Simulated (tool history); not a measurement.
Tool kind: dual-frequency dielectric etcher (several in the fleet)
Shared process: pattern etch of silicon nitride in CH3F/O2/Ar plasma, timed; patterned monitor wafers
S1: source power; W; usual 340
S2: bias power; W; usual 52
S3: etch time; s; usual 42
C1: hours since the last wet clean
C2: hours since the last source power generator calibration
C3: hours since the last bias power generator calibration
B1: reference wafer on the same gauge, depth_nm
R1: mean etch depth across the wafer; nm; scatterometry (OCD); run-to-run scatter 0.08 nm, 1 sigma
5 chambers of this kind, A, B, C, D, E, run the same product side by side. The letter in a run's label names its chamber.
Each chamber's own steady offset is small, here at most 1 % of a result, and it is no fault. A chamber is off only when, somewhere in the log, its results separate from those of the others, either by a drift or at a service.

| run | hour | S1 | S2 | S3 | C1 | C2 | C3 | B1 | R1 |
|---|---|---|---|---|---|---|---|---|---|
| 1D | 6.4 | 340 | 52 | 42 | 273.9 | 1855.8 | 2030 | 22.182 | 24.963 |
| 2E | 10.5 | 340 | 52 | 42 | 501.8 | 1405.7 | 2136.4 | 22.197 | 24.671 |
| 3A | 19.4 | 340 | 52 | 42 | 167.8 | 3239.2 | 2251.5 | 22.19 | 24.424 |
| 4B | 23.7 | 340 | 52 | 42 | 477.1 | 1045.6 | 3393.2 | 22.191 | 25.03 |
| 5C | 27.9 | 340 | 52 | 42 | 148.3 | 1857.7 | 1817.9 | 22.191 | 24.767 |
| 6C | 35.6 | 340 | 52 | 42 | 156 | 1865.4 | 1825.6 | 22.191 | 24.817 |
| 7D | 40.9 | 340 | 52 | 42 | 308.4 | 1890.3 | 2064.5 | 22.21 | 24.89 |
| 8A | 46.5 | 340 | 52 | 42 | 194.9 | 3266.3 | 2278.6 | 22.179 | 24.436 |
| 9E | 55.2 | 280 | 52 | 42 | 546.5 | 1450.4 | 2181.1 | 22.194 | 22.838 |
| 10B | 63.3 | 280 | 52 | 42 | 516.7 | 1085.2 | 3432.8 | 22.203 | 23.13 |
|  | 67.7 | chamber A: bias power generator calibrated |
| 11A | 68 | 280 | 52 | 42 | 216.4 | 3287.8 | 0.4 | 22.201 | 22.747 |
| 12D | 76.7 | 280 | 52 | 42 | 344.2 | 1926.1 | 2100.3 | 22.205 | 23.194 |
|  | 84.4 | chamber E: wet clean of the chamber |
| 13E | 85.2 | 280 | 52 | 42 | 0.9 | 1480.4 | 2211.1 | 22.214 | 22.94 |
| 14C | 92.2 | 340 | 52 | 42 | 212.6 | 1922 | 1882.2 | 22.216 | 24.866 |
| 15B | 97.2 | 340 | 52 | 42 | 550.6 | 1119.1 | 3466.7 | 22.187 | 24.953 |
| 16A | 105.4 | 340 | 52 | 42 | 253.8 | 3325.2 | 37.8 | 22.208 | 24.343 |
| 17D | 113.8 | 340 | 52 | 42 | 381.3 | 1963.2 | 2137.4 | 22.207 | 24.921 |
|  | 114 | chamber B: wet clean of the chamber |
| 18C | 119.3 | 340 | 52 | 42 | 239.7 | 1949.1 | 1909.3 | 22.215 | 25.008 |
| 19B | 124.1 | 340 | 52 | 42 | 10.2 | 1146 | 3493.6 | 22.187 | 24.999 |
| 20E | 131.8 | 340 | 52 | 42 | 47.5 | 1527 | 2257.7 | 22.221 | 24.726 |
| 21D | 139.5 | 340 | 52 | 42 | 407 | 1988.9 | 2163.1 | 22.21 | 24.872 |
| 22A | 144.1 | 340 | 52 | 42 | 292.5 | 3363.9 | 76.5 | 22.2 | 24.033 |
|  | 148.4 | chamber A: source power generator calibrated |
| 23C | 150 | 340 | 52 | 42 | 270.4 | 1979.8 | 1940 | 22.186 | 24.7 |
| 24E | 154.7 | 340 | 52 | 42 | 70.4 | 1549.9 | 2280.6 | 22.202 | 24.786 |
| 25B | 162.6 | 340 | 52 | 42 | 48.7 | 1184.5 | 3532.1 | 22.204 | 24.973 |
| 26B | 171 | 370 | 52 | 42 | 57.1 | 1192.9 | 3540.5 | 22.196 | 25.812 |
| 27D | 176 | 370 | 52 | 42 | 443.5 | 2025.4 | 2199.6 | 22.204 | 25.698 |
| 28E | 184.3 | 370 | 52 | 42 | 100 | 1579.5 | 2310.2 | 22.208 | 25.601 |
| 29C | 192.5 | 370 | 52 | 42 | 312.9 | 2022.3 | 1982.5 | 22.207 | 25.863 |
| 30A | 201 | 370 | 52 | 42 | 349.4 | 52.6 | 133.4 | 22.217 | 24.747 |
| 31A | 207.1 | 340 | 52 | 42 | 355.5 | 58.7 | 139.5 | 22.196 | 23.904 |
|  | 209.1 | chamber D: wet clean of the chamber |
| 32B | 211.5 | 280 | 52 | 42 | 97.6 | 1233.4 | 3581 | 22.22 | 23.063 |
| 33E | 217.5 | 280 | 52 | 42 | 133.2 | 1612.7 | 2343.4 | 22.21 | 22.943 |
| 34C | 225.3 | 280 | 52 | 42 | 345.7 | 2055.1 | 2015.3 | 22.2 | 22.914 |
| 35D | 231 | 280 | 52 | 42 | 21.9 | 2080.4 | 2254.6 | 22.206 | 23.099 |
| 36B | 234.9 | 280 | 52 | 42 | 121 | 1256.8 | 3604.4 | 22.207 | 23.072 |
| 37A | 240.7 | 340 | 52 | 42 | 389.1 | 92.3 | 173.1 | 22.216 | 23.796 |
| 38C | 249.1 | 340 | 52 | 42 | 369.5 | 2078.9 | 2039.1 | 22.205 | 24.86 |

Which is it: a chamber that has drifted or been left off by a service, a gauge drift common to all chambers, or only each chamber's usual small offset? If a chamber is off, name it and its likeliest cause.

Little by little, chamber A moves away from the other chambers.
Most likely cause: etch rate under this chamber's usual, % = 3.06.

Which of the 4 candidates below, each the usual settings with something changed and its results left as question marks, puts chamber A back in line with what the other chambers give on the usual settings?
Maximum distance from the other chambers' mean on the usual settings for a result to count as in line: R1 0.28 nm
| 39A-1 | 255.5 | 380 | 52 | 42 |  |  |  |  | ? |
| 39A-2 | 255.5 | 340 | 45 | 42 |  |  |  |  | ? |
| 39A-3 | 255.5 | 340 | 52 | 41.5 |  |  |  |  | ? |
| 39A-4 | 255.5 | 340 | 52 | 42.5 |  |  |  |  | ? |

The other chambers' mean on the usual settings: R1 24.825 nm
| run | R1 |
|---|---|
| 39A-1 | 24.826 |
| 39A-2 | 22.742 |
| 39A-3 | 23.509 |
| 39A-4 | 24.076 |
39A-1 brings the chamber back in line.

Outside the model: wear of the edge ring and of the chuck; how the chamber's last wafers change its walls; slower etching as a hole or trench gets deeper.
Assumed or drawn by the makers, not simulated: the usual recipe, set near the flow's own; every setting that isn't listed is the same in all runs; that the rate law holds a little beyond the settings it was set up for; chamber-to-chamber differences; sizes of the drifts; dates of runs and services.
